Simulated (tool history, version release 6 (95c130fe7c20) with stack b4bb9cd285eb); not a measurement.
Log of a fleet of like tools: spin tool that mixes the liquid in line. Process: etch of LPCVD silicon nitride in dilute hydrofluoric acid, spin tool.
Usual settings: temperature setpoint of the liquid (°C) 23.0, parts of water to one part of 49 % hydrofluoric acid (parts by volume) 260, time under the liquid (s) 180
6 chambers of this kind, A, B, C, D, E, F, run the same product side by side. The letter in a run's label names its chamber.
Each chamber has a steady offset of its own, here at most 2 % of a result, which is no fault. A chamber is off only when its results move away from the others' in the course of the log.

| run | day | temperature setpoint of the liquid (°C) | parts of water to one part of 49 % hydrofluoric acid (parts by volume) | time under the liquid (s) | read-back film thickness of the LPCVD silicon nitride reference wafer, read on the same gauge (nm) | thickness taken off the LPCVD silicon nitride on a monitor wafer (Å) |
|---|---|---|---|---|---|---|
| 1D | 0.246 | 23.0 | 260 | 180 | 110.00 | 3.6068 |
| 2A | 0.462 | 23.0 | 260 | 180 | 110.00 | 3.5153 |
| 3B | 0.658 | 23.0 | 260 | 180 | 110.01 | 3.5810 |
| 4E | 0.771 | 23.0 | 260 | 180 | 109.99 | 3.6030 |
| 5C | 0.967 | 23.0 | 260 | 180 | 110.01 | 3.8512 |
| 6F | 1.117 | 23.0 | 260 | 180 | 110.01 | 3.8592 |
| 7F | 1.367 | 23.0 | 260 | 180 | 110.00 | 3.7173 |
| 8C | 1.538 | 23.0 | 260 | 180 | 109.99 | 3.3022 |
| 9E | 1.683 | 23.0 | 260 | 180 | 110.01 | 3.8057 |
| 10A | 1.871 | 23.0 | 260 | 180 | 109.99 | 3.5287 |
| 11D | 2.046 | 23.0 | 260 | 180 | 109.99 | 3.6911 |
| 12B | 2.175 | 23.0 | 260 | 180 | 109.99 | 3.2879 |
| 13E | 2.417 | 18.5 | 260 | 180 | 110.02 | 2.5449 |
| 14A | 2.642 | 18.5 | 260 | 180 | 110.02 | 2.4944 |
| 15C | 2.800 | 18.5 | 260 | 180 | 110.01 | 2.8009 |
| 16D | 3.038 | 18.5 | 260 | 180 | 110.02 | 2.9425 |
| 17B | 3.242 | 18.5 | 260 | 180 | 110.02 | 2.5876 |
| 18F | 3.467 | 18.5 | 260 | 180 | 110.00 | 2.5201 |
|  | 3.621 | chamber E: thermometer replaced |
| 19E | 3.717 | 23.0 | 260 | 180 | 109.99 | 3.4651 |
| 20F | 3.846 | 23.0 | 260 | 180 | 109.99 | 3.3571 |
|  | 3.983 | chamber B: hydrofluoric acid flow meter replaced |
| 21A | 4.083 | 26.5 | 200 | 180 | 110.00 | 5.9782 |
| 22D | 4.242 | 26.5 | 200 | 180 | 110.00 | 6.3599 |
| 23B | 4.367 | 26.5 | 200 | 180 | 110.03 | 5.7062 |
| 24C | 4.479 | 26.5 | 200 | 180 | 110.01 | 5.5056 |
| 25E | 4.604 | 26.5 | 200 | 180 | 110.02 | 5.1670 |
| 26B | 4.829 | 26.5 | 200 | 180 | 110.02 | 5.9810 |
| 27F | 5.021 | 23.0 | 260 | 180 | 110.00 | 3.5988 |
| 28A | 5.212 | 23.0 | 260 | 180 | 109.99 | 3.8575 |
| 29C | 5.342 | 23.0 | 260 | 180 | 109.99 | 3.1771 |
| 30D | 5.542 | 23.0 | 350 | 95 | 109.98 | 1.4294 |
| 31A | 5.654 | 23.0 | 350 | 95 | 110.00 | 1.2938 |
| 32B | 5.867 | 23.0 | 350 | 95 | 109.99 | 1.4099 |
| 33D | 6.083 | 23.0 | 350 | 95 | 109.99 | 1.4677 |
| 34C | 6.225 | 23.0 | 350 | 95 | 110.01 | 1.3475 |
| 35F | 6.471 | 23.0 | 350 | 95 | 109.99 | 1.4965 |
| 36E | 6.650 | 23.0 | 260 | 180 | 110.02 | 3.2353 |
| 37D | 6.833 | 23.0 | 260 | 180 | 110.01 | 3.4737 |
| 38F | 7.029 | 23.0 | 260 | 180 | 110.00 | 3.7591 |
| 39C | 7.250 | 23.0 | 260 | 180 | 109.98 | 3.8590 |
| 40B | 7.462 | 23.0 | 260 | 180 | 110.03 | 3.2093 |
| 41A | 7.712 | 23.0 | 260 | 180 | 110.00 | 3.3467 |
| 42E | 7.833 | 23.0 | 260 | 180 | 110.00 | 3.5916 |
| 43D | 7.946 | 24.5 | 260 | 180 | 109.99 | 4.1508 |
| 44C | 8.121 | 24.5 | 260 | 180 | 110.00 | 4.1105 |

Next, every chamber runs the same settings. What will each give?
| 45A | 8.300 | 23.0 | 175 | 180 |  | ? |
| 45B | 8.300 | 23.0 | 175 | 180 |  | ? |
| 45C | 8.300 | 23.0 | 175 | 180 |  | ? |
| 45D | 8.300 | 23.0 | 175 | 180 |  | ? |
| 45E | 8.300 | 23.0 | 175 | 180 |  | ? |
| 45F | 8.300 | 23.0 | 175 | 180 |  | ? |

| run | thickness taken off the LPCVD silicon nitride on a monitor wafer (Å) |
|---|---|
| 45A | 4.8237 |
| 45B | 5.0693 |
| 45C | 4.7912 |
| 45D | 5.2662 |
| 45E | 5.0687 |
| 45F | 5.1398 |
